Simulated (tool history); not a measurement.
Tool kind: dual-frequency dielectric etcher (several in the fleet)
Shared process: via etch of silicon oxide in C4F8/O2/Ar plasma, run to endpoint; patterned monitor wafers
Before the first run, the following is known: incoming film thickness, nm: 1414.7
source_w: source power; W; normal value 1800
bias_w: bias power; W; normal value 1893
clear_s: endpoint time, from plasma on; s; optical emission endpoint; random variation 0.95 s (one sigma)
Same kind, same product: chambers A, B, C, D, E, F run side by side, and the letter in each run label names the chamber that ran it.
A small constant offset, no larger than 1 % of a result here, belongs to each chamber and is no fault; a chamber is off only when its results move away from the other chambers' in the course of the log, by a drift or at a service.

run 1A day=0.325 | source_w=1800 bias_w=1893 | clear_s=296.95
-- day=0.471 chamber E: bias power generator calibrated
run 2B day=0.488 | source_w=1800 bias_w=1893 | clear_s=295.38
-- day=0.575 chamber C: wet clean of the chamber
-- day=0.642 chamber B: wet clean of the chamber
run 3E day=0.679 | source_w=1800 bias_w=1893 | clear_s=294.89
run 4F day=0.867 | source_w=1800 bias_w=1893 | clear_s=293.26
run 5D day=1.221 | source_w=1800 bias_w=2109 | clear_s=286.65
run 6C day=1.421 | source_w=1800 bias_w=2109 | clear_s=286.2
run 7B day=1.621 | source_w=1800 bias_w=2109 | clear_s=286.9
run 8F day=1.8 | source_w=1800 bias_w=2109 | clear_s=286.17
run 9C day=2.1 | source_w=1800 bias_w=2109 | clear_s=285.68
run 10E day=2.371 | source_w=1800 bias_w=2109 | clear_s=285.06
run 11A day=2.592 | source_w=1800 bias_w=1893 | clear_s=294.54
run 12D day=2.779 | source_w=1800 bias_w=1893 | clear_s=297.76
run 13B day=3.125 | source_w=1800 bias_w=1893 | clear_s=296.83
run 14D day=3.446 | source_w=1800 bias_w=1893 | clear_s=296.39
run 15A day=3.658 | source_w=1540 bias_w=1893 | clear_s=315.21
run 16E day=4.008 | source_w=1540 bias_w=1893 | clear_s=313.09
run 17F day=4.262 | source_w=1540 bias_w=1893 | clear_s=313.65
run 18C day=4.579 | source_w=1540 bias_w=1893 | clear_s=314.74
run 19B day=4.879 | source_w=1540 bias_w=1893 | clear_s=315.2
run 20A day=5.108 | source_w=1540 bias_w=1893 | clear_s=316.06
run 21F day=5.367 | source_w=1800 bias_w=1893 | clear_s=294.4
run 22E day=5.608 | source_w=1800 bias_w=1893 | clear_s=294.69
run 23C day=5.808 | source_w=1800 bias_w=1893 | clear_s=295.11
run 24D day=6.158 | source_w=1800 bias_w=1893 | clear_s=295.68
run 25A day=6.367 | source_w=1800 bias_w=1893 | clear_s=297.01
-- day=6.542 chamber C: source power generator calibrated
run 26B day=6.642 | source_w=1800 bias_w=1893 | clear_s=295.93
run 27F day=6.804 | source_w=1800 bias_w=1893 | clear_s=292.9
run 28E day=6.996 | source_w=2110 bias_w=2040 | clear_s=270.94
run 29C day=7.254 | source_w=2110 bias_w=2040 | clear_s=269.62
-- day=7.258 chamber A: bias power generator calibrated
-- day=7.283 chamber D: wet clean of the chamber
run 30D day=7.483 | source_w=2110 bias_w=2040 | clear_s=272.63
run 31C day=7.746 | source_w=2110 bias_w=2040 | clear_s=269.11
run 32A day=8.004 | source_w=2110 bias_w=2040 | clear_s=271.25
run 33B day=8.158 | source_w=2110 bias_w=2040 | clear_s=271.77
-- day=8.279 chamber E: wet clean of the chamber
run 34E day=8.412 | source_w=1800 bias_w=1893 | clear_s=293.38
run 35D day=8.621 | source_w=1800 bias_w=1893 | clear_s=296.19
run 36F day=8.775 | source_w=1800 bias_w=1893 | clear_s=294.17
run 37C day=9.025 | source_w=1800 bias_w=1893 | clear_s=295.14
run 38F day=9.246 | source_w=1550 bias_w=1893 | clear_s=310.64
run 39A day=9.412 | source_w=1550 bias_w=1893 | clear_s=314.16
run 40B day=9.692 | source_w=1550 bias_w=1893 | clear_s=313.87
run 41D day=9.958 | source_w=1550 bias_w=1893 | clear_s=315.17

One chamber off, gauge drift, or nothing amiss beyond the chambers' own small offsets? If it is a chamber, which one, and what is the likeliest cause?

All chambers stay in line apart from their small fixed offsets, and the gauge does not drift.
